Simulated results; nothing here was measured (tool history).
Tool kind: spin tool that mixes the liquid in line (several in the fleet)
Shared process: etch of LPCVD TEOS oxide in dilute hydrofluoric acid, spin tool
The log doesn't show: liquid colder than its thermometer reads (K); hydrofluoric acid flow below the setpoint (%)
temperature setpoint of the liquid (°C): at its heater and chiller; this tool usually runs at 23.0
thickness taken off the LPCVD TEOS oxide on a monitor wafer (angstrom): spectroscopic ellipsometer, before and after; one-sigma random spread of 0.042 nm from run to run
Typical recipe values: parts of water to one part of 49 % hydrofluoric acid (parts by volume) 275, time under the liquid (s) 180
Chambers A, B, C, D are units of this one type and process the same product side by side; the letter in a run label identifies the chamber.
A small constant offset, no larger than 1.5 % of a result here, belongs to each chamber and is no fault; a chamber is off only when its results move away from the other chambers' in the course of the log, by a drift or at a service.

| run | hour | temperature setpoint of the liquid (°C) | parts of water to one part of 49 % hydrofluoric acid (parts by volume) | time under the liquid (s) | hours since the thermometer was replaced | hours since the hydrofluoric acid flow meter was replaced | read-back film thickness of the LPCVD TEOS oxide reference wafer, read on the same gauge (nm) | thickness taken off the LPCVD TEOS oxide on a monitor wafer (angstrom) |
|---|---|---|---|---|---|---|---|---|
| 1B | 7.9 | 23.0 | 275 | 180 | 2139.7 | 249.5 | 39.993 | 87.048 |
| 2A | 11.7 | 23.0 | 275 | 180 | 131.4 | 636.5 | 40.048 | 87.185 |
| 3C | 18.9 | 23.0 | 275 | 180 | 1096.6 | 791.2 | 39.991 | 87.699 |
| 4D | 26.3 | 23.0 | 275 | 180 | 536.9 | 498.9 | 39.981 | 87.057 |
| 5A | 31.0 | 23.0 | 275 | 180 | 150.7 | 655.8 | 39.989 | 87.515 |
| 6D | 36.6 | 18.0 | 275 | 180 | 547.2 | 509.2 | 40.015 | 73.225 |
| 7C | 41.2 | 18.0 | 275 | 180 | 1118.9 | 813.5 | 40.034 | 73.569 |
| 8B | 47.7 | 18.0 | 275 | 180 | 2179.5 | 289.3 | 40.034 | 72.210 |
| 9A | 53.4 | 18.0 | 275 | 180 | 173.1 | 678.2 | 39.999 | 72.952 |
| 10B | 60.9 | 23.0 | 275 | 180 | 2192.7 | 302.5 | 40.027 | 87.053 |
| 11D | 65.4 | 23.0 | 275 | 180 | 576.0 | 538.0 | 40.024 | 87.059 |
| 12C | 70.4 | 23.0 | 275 | 180 | 1148.1 | 842.7 | 40.005 | 87.932 |
| 13D | 77.1 | 23.0 | 275 | 180 | 587.7 | 549.7 | 40.018 | 87.832 |
| 14C | 82.0 | 23.0 | 275 | 180 | 1159.7 | 854.3 | 39.979 | 88.306 |
| 15A | 88.2 | 23.0 | 275 | 180 | 207.9 | 713.0 | 39.982 | 87.688 |
| 16B | 94.2 | 27.5 | 345 | 180 | 2226.0 | 335.8 | 40.046 | 75.638 |
| 17C | 102.1 | 27.5 | 345 | 180 | 1179.8 | 874.4 | 40.002 | 76.458 |
| 18B | 110.2 | 27.5 | 345 | 180 | 2242.0 | 351.8 | 40.043 | 75.269 |
| 19D | 118.3 | 27.5 | 345 | 180 | 628.9 | 590.9 | 39.969 | 75.079 |
| 20A | 124.1 | 18.5 | 395 | 180 | 243.8 | 748.9 | 39.961 | 46.799 |
| 21C | 131.3 | 18.5 | 395 | 180 | 1209.0 | 903.6 | 40.016 | 47.090 |
| 22A | 139.0 | 18.5 | 395 | 180 | 258.7 | 763.8 | 39.964 | 47.108 |
| 23B | 143.7 | 18.5 | 395 | 180 | 2275.5 | 385.3 | 39.986 | 46.604 |
| 24D | 148.0 | 23.0 | 275 | 180 | 658.6 | 620.6 | 40.023 | 87.700 |
| 25D | 153.5 | 23.0 | 275 | 180 | 664.1 | 626.1 | 40.043 | 87.625 |
| 26C | 158.9 | 23.0 | 275 | 180 | 1236.6 | 931.2 | 40.008 | 87.612 |
| 27A | 164.5 | 23.0 | 275 | 180 | 284.2 | 789.3 | 40.010 | 88.087 |
| 28B | 168.4 | 23.0 | 275 | 180 | 2300.2 | 410.0 | 39.986 | 86.913 |
| 29B | 174.0 | 23.0 | 275 | 180 | 2305.8 | 415.6 | 40.004 | 86.888 |
| 30C | 180.9 | 23.0 | 275 | 180 | 1258.6 | 953.2 | 40.051 | 88.076 |
| 31D | 186.9 | 23.0 | 275 | 180 | 697.5 | 659.5 | 39.972 | 88.275 |
| 32A | 193.2 | 23.0 | 275 | 180 | 312.9 | 818.0 | 39.998 | 87.729 |
| 33D | 197.0 | 23.0 | 275 | 180 | 707.6 | 669.6 | 39.951 | 87.507 |
| 34A | 203.2 | 23.0 | 275 | 270 | 322.9 | 828.0 | 39.937 | 132.000 |
| 35C | 208.5 | 23.0 | 275 | 270 | 1286.2 | 980.8 | 40.030 | 132.000 |
| 36B | 213.0 | 23.0 | 275 | 270 | 2344.8 | 454.6 | 40.018 | 131.550 |
| 37C | 216.8 | 23.0 | 275 | 270 | 1294.5 | 989.1 | 40.000 | 131.410 |
| 38B | 223.5 | 26.0 | 275 | 80 | 2355.3 | 465.1 | 40.018 | 42.234 |
| 39D | 229.7 | 26.0 | 275 | 80 | 740.3 | 702.3 | 40.029 | 42.878 |
|  | 237.0 | chamber B: hydrofluoric acid flow meter replaced |
| 40A | 237.0 | 26.0 | 275 | 80 | 356.7 | 861.8 | 40.000 | 43.718 |
| 41B | 241.3 | 26.0 | 275 | 80 | 2373.1 | 4.4 | 40.002 | 42.887 |
| 42C | 248.9 | 23.0 | 145 | 180 | 1326.6 | 1021.2 | 40.019 | 187.480 |

Which is it: a chamber that has drifted or been left off by a service, a gauge drift common to all chambers, or only each chamber's usual small offset? If a chamber is off, name it and its likeliest cause.

Nothing is wrong: each chamber keeps only its own small, steady offset and the gauge holds still.

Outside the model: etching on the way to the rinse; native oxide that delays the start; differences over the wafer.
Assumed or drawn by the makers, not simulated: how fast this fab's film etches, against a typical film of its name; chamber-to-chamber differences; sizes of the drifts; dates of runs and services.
